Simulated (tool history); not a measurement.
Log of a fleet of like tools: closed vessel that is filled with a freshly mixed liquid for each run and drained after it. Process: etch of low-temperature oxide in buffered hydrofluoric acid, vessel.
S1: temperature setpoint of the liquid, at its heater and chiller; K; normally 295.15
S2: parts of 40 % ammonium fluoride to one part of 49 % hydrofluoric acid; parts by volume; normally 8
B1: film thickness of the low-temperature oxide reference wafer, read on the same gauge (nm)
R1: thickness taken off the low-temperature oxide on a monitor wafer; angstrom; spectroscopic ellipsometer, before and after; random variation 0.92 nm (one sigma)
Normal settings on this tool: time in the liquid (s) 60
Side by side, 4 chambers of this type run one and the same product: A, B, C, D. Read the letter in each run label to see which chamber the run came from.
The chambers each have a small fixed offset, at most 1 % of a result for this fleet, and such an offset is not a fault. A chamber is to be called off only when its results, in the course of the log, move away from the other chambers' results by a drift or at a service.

{"hour": 3.3, "done": "chamber D: hydrofluoric acid flow meter replaced"}
{"run": "1B", "hour": 6.3, "S1": 295.15, "S2": 8, "time in the liquid (s)": 60, "B1": 49.986, "R1": 1295.2}
{"run": "2A", "hour": 10.1, "S1": 295.15, "S2": 8, "time in the liquid (s)": 60, "B1": 50.011, "R1": 1314.8}
{"run": "3C", "hour": 15.3, "S1": 295.15, "S2": 8, "time in the liquid (s)": 60, "B1": 49.982, "R1": 1303}
{"run": "4D", "hour": 23.3, "S1": 295.15, "S2": 8, "time in the liquid (s)": 60, "B1": 50.003, "R1": 1304.5}
{"run": "5C", "hour": 31.1, "S1": 295.15, "S2": 8, "time in the liquid (s)": 60, "B1": 50.015, "R1": 1294.1}
{"run": "6B", "hour": 37.0, "S1": 295.15, "S2": 8, "time in the liquid (s)": 60, "B1": 50, "R1": 1299}
{"run": "7D", "hour": 42.1, "S1": 295.15, "S2": 8, "time in the liquid (s)": 60, "B1": 49.984, "R1": 1303.8}
{"run": "8A", "hour": 49.1, "S1": 295.15, "S2": 8, "time in the liquid (s)": 60, "B1": 49.996, "R1": 1317.6}
{"run": "9D", "hour": 56.0, "S1": 295.15, "S2": 10.5, "time in the liquid (s)": 45, "B1": 49.992, "R1": 779.57}
{"run": "10C", "hour": 62.9, "S1": 295.15, "S2": 10.5, "time in the liquid (s)": 45, "B1": 49.974, "R1": 755.71}
{"run": "11B", "hour": 67.5, "S1": 295.15, "S2": 10.5, "time in the liquid (s)": 45, "B1": 50.022, "R1": 776.51}
{"run": "12A", "hour": 72.5, "S1": 295.15, "S2": 10.5, "time in the liquid (s)": 45, "B1": 49.983, "R1": 768.25}
{"run": "13C", "hour": 76.6, "S1": 295.15, "S2": 8, "time in the liquid (s)": 60, "B1": 50.015, "R1": 1292.3}
{"run": "14D", "hour": 81.5, "S1": 295.15, "S2": 8, "time in the liquid (s)": 60, "B1": 49.995, "R1": 1289.9}
{"run": "15A", "hour": 86.5, "S1": 295.15, "S2": 8, "time in the liquid (s)": 60, "B1": 49.991, "R1": 1325.9}
{"run": "16B", "hour": 90.3, "S1": 295.15, "S2": 8, "time in the liquid (s)": 60, "B1": 50.013, "R1": 1322.6}
{"run": "17A", "hour": 96.2, "S1": 295.15, "S2": 8, "time in the liquid (s)": 60, "B1": 49.985, "R1": 1316.2}
{"run": "18D", "hour": 101.5, "S1": 295.15, "S2": 8, "time in the liquid (s)": 60, "B1": 50.01, "R1": 1309.8}
{"run": "19C", "hour": 107.6, "S1": 295.15, "S2": 8, "time in the liquid (s)": 60, "B1": 50.002, "R1": 1278.7}
{"run": "20B", "hour": 112.3, "S1": 295.15, "S2": 8, "time in the liquid (s)": 60, "B1": 49.991, "R1": 1286.5}
{"run": "21A", "hour": 120.6, "S1": 295.15, "S2": 8, "time in the liquid (s)": 60, "B1": 50.007, "R1": 1316.8}
{"run": "22C", "hour": 124.2, "S1": 295.15, "S2": 8, "time in the liquid (s)": 60, "B1": 49.99, "R1": 1276.7}
{"run": "23D", "hour": 127.8, "S1": 295.15, "S2": 8, "time in the liquid (s)": 30, "B1": 49.996, "R1": 663.92}
{"run": "24B", "hour": 135.3, "S1": 295.15, "S2": 8, "time in the liquid (s)": 30, "B1": 50.017, "R1": 655.44}
{"run": "25D", "hour": 139.6, "S1": 295.15, "S2": 8, "time in the liquid (s)": 30, "B1": 50.002, "R1": 648.43}
{"run": "26B", "hour": 146.9, "S1": 295.15, "S2": 8, "time in the liquid (s)": 30, "B1": 50.027, "R1": 655.61}
{"run": "27C", "hour": 151.8, "S1": 295.15, "S2": 8, "time in the liquid (s)": 60, "B1": 50.015, "R1": 1262.2}
{"run": "28A", "hour": 157.0, "S1": 295.15, "S2": 8, "time in the liquid (s)": 60, "B1": 50.011, "R1": 1307.7}
{"run": "29B", "hour": 161.0, "S1": 295.15, "S2": 8, "time in the liquid (s)": 60, "B1": 50.033, "R1": 1301.7}
{"run": "30A", "hour": 165.2, "S1": 295.15, "S2": 8, "time in the liquid (s)": 60, "B1": 50.008, "R1": 1308.9}
{"run": "31D", "hour": 170.0, "S1": 293.65, "S2": 8, "time in the liquid (s)": 60, "B1": 50.028, "R1": 1184.8}
{"run": "32C", "hour": 175.5, "S1": 293.65, "S2": 8, "time in the liquid (s)": 60, "B1": 49.99, "R1": 1160.7}
{"run": "33D", "hour": 179.8, "S1": 293.65, "S2": 8, "time in the liquid (s)": 60, "B1": 50.021, "R1": 1208}
{"run": "34A", "hour": 187.6, "S1": 293.65, "S2": 8, "time in the liquid (s)": 60, "B1": 49.983, "R1": 1216.4}
{"run": "35C", "hour": 192.1, "S1": 295.15, "S2": 8, "time in the liquid (s)": 60, "B1": 50.013, "R1": 1270.4}
{"run": "36B", "hour": 196.9, "S1": 295.15, "S2": 8, "time in the liquid (s)": 60, "B1": 50.002, "R1": 1292.1}
{"run": "37A", "hour": 203.6, "S1": 295.15, "S2": 8, "time in the liquid (s)": 60, "B1": 50.004, "R1": 1300.3}
{"run": "38C", "hour": 207.9, "S1": 295.15, "S2": 8, "time in the liquid (s)": 60, "B1": 49.999, "R1": 1235.6}
{"run": "39B", "hour": 213.0, "S1": 295.15, "S2": 8, "time in the liquid (s)": 60, "B1": 50.011, "R1": 1313.8}
{"run": "40D", "hour": 217.9, "S1": 295.15, "S2": 8, "time in the liquid (s)": 60, "B1": 50.04, "R1": 1311.8}
{"run": "41B", "hour": 223.2, "S1": 295.15, "S2": 8, "time in the liquid (s)": 60, "B1": 50.021, "R1": 1313.2}
{"run": "42C", "hour": 231.3, "S1": 295.15, "S2": 8, "time in the liquid (s)": 60, "B1": 50.013, "R1": 1251.1}

Predict what each chamber gives when all 4 of them run the settings below next.
{"run": "43A", "hour": 237.2, "S1": 295.15, "S2": 8, "time in the liquid (s)": 95, "R1": "?"}
{"run": "43B", "hour": 237.2, "S1": 295.15, "S2": 8, "time in the liquid (s)": 95, "R1": "?"}
{"run": "43C", "hour": 237.2, "S1": 295.15, "S2": 8, "time in the liquid (s)": 95, "R1": "?"}
{"run": "43D", "hour": 237.2, "S1": 295.15, "S2": 8, "time in the liquid (s)": 95, "R1": "?"}

run=43A R1=2087.1
run=43B R1=2064.7
run=43C R1=1960.1
run=43D R1=2099.5
